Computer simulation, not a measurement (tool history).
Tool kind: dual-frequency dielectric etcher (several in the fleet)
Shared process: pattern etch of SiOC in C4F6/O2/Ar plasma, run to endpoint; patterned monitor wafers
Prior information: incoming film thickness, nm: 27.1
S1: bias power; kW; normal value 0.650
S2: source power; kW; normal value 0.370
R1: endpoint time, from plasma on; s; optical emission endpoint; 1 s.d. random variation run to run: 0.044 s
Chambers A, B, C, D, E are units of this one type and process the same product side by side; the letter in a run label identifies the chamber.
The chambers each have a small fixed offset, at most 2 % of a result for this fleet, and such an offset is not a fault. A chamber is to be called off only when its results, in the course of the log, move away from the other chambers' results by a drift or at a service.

-- day=0.017 chamber D: wet clean of the chamber
run 1A day=0.254 | S1=0.650 S2=0.370 | R1=8.5193
run 2D day=0.492 | S1=0.650 S2=0.370 | R1=8.4692
run 3B day=0.683 | S1=0.650 S2=0.370 | R1=8.4527
run 4E day=0.833 | S1=0.650 S2=0.370 | R1=8.4363
run 5C day=0.988 | S1=0.650 S2=0.370 | R1=8.3970
run 6E day=1.146 | S1=0.650 S2=0.370 | R1=8.3586
run 7D day=1.438 | S1=0.650 S2=0.370 | R1=8.4113
run 8B day=1.575 | S1=0.650 S2=0.370 | R1=8.5042
run 9A day=1.771 | S1=0.527 S2=0.340 | R1=9.5190
run 10C day=1.971 | S1=0.527 S2=0.340 | R1=9.3788
run 11E day=2.158 | S1=0.527 S2=0.340 | R1=9.3879
run 12D day=2.362 | S1=0.527 S2=0.340 | R1=9.4802
-- day=2.558 chamber B: wet clean of the chamber
run 13C day=2.567 | S1=0.527 S2=0.340 | R1=9.3529
run 14A day=2.729 | S1=0.650 S2=0.370 | R1=8.4552
run 15B day=2.908 | S1=0.650 S2=0.370 | R1=8.4671
-- day=2.996 chamber A: wet clean of the chamber
run 16E day=3.125 | S1=0.650 S2=0.430 | R1=7.9751
run 17D day=3.342 | S1=0.650 S2=0.430 | R1=7.8636
run 18A day=3.558 | S1=0.650 S2=0.430 | R1=8.0402
run 19B day=3.742 | S1=0.650 S2=0.430 | R1=8.0334
run 20C day=3.875 | S1=0.650 S2=0.430 | R1=7.8954
run 21B day=4.071 | S1=0.650 S2=0.370 | R1=8.5089
run 22A day=4.262 | S1=0.650 S2=0.370 | R1=8.4057
run 23D day=4.533 | S1=0.650 S2=0.370 | R1=8.4828
run 24E day=4.746 | S1=0.650 S2=0.370 | R1=8.4393
run 25C day=4.896 | S1=0.650 S2=0.370 | R1=8.2946
run 26D day=5.150 | S1=0.650 S2=0.440 | R1=7.8835
run 27E day=5.354 | S1=0.650 S2=0.440 | R1=7.8613
run 28C day=5.550 | S1=0.650 S2=0.440 | R1=7.8383
run 29A day=5.754 | S1=0.650 S2=0.440 | R1=7.9378
run 30B day=5.988 | S1=0.650 S2=0.440 | R1=7.9309
run 31B day=6.138 | S1=0.650 S2=0.370 | R1=8.5769
run 32C day=6.338 | S1=0.650 S2=0.370 | R1=8.2839
run 33E day=6.646 | S1=0.650 S2=0.370 | R1=8.4150
run 34A day=6.788 | S1=0.650 S2=0.370 | R1=8.5824
run 35D day=7.058 | S1=0.650 S2=0.370 | R1=8.3522

Has any chamber moved away from the others, gradually or after a service, or does the common gauge drift, or do the chambers differ only by their own small steady offsets? State the chamber and the most likely cause if one applies.

No chamber stands off beyond its own small offset, and the gauge holds steady.
